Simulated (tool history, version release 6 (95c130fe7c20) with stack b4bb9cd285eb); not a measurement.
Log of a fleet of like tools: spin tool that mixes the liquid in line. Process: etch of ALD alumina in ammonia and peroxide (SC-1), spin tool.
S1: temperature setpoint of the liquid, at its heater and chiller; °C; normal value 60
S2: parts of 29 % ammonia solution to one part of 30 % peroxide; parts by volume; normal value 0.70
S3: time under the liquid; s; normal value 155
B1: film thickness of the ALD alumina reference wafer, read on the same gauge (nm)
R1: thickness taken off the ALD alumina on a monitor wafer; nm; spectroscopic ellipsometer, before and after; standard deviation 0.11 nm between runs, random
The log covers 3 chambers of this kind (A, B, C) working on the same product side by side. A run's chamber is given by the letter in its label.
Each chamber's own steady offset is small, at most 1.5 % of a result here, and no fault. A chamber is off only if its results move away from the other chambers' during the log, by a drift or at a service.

run	day	S1	S2	S3	B1	R1
1B	0.367	60	0.70	155	100.010	12.7370
2C	0.729	60	0.70	155	100.000	12.7130
# day 0.888: chamber B: ammonia flow meter replaced
3A	1.038	60	0.70	155	99.992	12.9640
4B	1.250	60	0.70	155	100.000	12.8880
# day 1.483: chamber A: ammonia flow meter replaced
5C	1.500	60	0.70	155	100.060	12.7480
6A	1.812	60	0.70	155	100.010	12.8310
7B	2.029	60	0.70	155	100.020	12.7650
8A	2.475	60	0.70	155	100.030	12.9240
9C	2.792	60	0.70	155	99.976	12.9370
10C	3.058	60	0.70	155	100.010	12.7210
11B	3.333	60	0.70	155	100.010	12.8750
12A	3.688	60	0.70	155	99.995	12.6660
13C	4.083	60	0.70	155	99.994	12.6270
14A	4.308	60	0.70	155	99.939	12.9010
15B	4.725	60	0.70	155	100.020	12.7830
16B	5.100	60	0.85	105	99.996	8.9253
17A	5.321	60	0.85	105	99.978	8.8491
18C	5.750	60	0.85	105	100.000	8.8863
19C	6.167	60	0.70	155	100.010	12.5730
20B	6.479	60	0.70	155	100.000	12.7550
21A	6.775	60	0.70	105	99.986	8.6874
22B	7.171	60	0.70	105	100.040	8.5103
23A	7.525	60	0.70	105	99.979	8.6270
24C	7.746	60	0.70	155	99.969	12.8390
25B	8.121	60	0.70	155	100.010	12.3640
26A	8.529	60	0.70	155	100.010	12.9560
27C	8.812	60	0.70	155	99.996	12.6970
28B	9.071	60	0.70	155	100.010	12.2300
29C	9.375	64	0.85	155	100.000	15.8580
30A	9.692	64	0.85	155	99.992	15.9470
31C	10.054	64	0.85	155	100.000	15.7390
32B	10.375	60	0.70	155	99.994	12.1910
33A	10.729	60	0.70	155	99.973	12.8570
34C	10.954	60	0.70	155	100.000	12.5450
# day 11.267: chamber C: new drum of ammonia solution connected
35B	11.321	60	0.70	155	100.020	12.2400
36A	11.775	60	0.70	155	99.934	12.8190
37A	12.167	60	0.70	155	99.963	12.5990
38C	12.554	60	0.70	155	99.985	12.6370
39B	12.838	60	0.70	155	99.999	12.0100
40A	13.146	60	0.35	245	100.050	18.7540
41C	13.562	60	0.35	245	100.010	18.3070
42B	13.929	60	0.35	245	99.970	17.6840

Which is it: a chamber that has drifted or been left off by a service, a gauge drift common to all chambers, or only each chamber's usual small offset? If a chamber is off, name it and its likeliest cause.

Chamber B drifts away from the others.
Most likely cause: liquid colder than its thermometer reads (K) = 1.58.
Not necessarily distinguishable in this log from: temperature lost on the way to the wafer (K).

Chamber B could run next with any of the 4 candidate recipes listed below; each alters the usual settings, and their results appear as question marks. Which one brings its results back in line with what the other chambers deliver on the usual settings?
Maximum distance from the other chambers' mean on the usual settings for a result to count as in line: R1 0.3800 nm
43B-1	14.258	61.5	0.70	155		?
43B-2	14.258	62.5	0.70	155		?
43B-3	14.258	60.0	0.20	155		?
43B-4	14.258	60.0	0.70	145		?

On the usual settings, the other chambers give on average: R1 12.7530 nm
run	R1
43B-1	12.7770
43B-2	13.4410
43B-3	10.4670
43B-4	11.0670
It is 43B-1 that realigns the chamber with its peers.

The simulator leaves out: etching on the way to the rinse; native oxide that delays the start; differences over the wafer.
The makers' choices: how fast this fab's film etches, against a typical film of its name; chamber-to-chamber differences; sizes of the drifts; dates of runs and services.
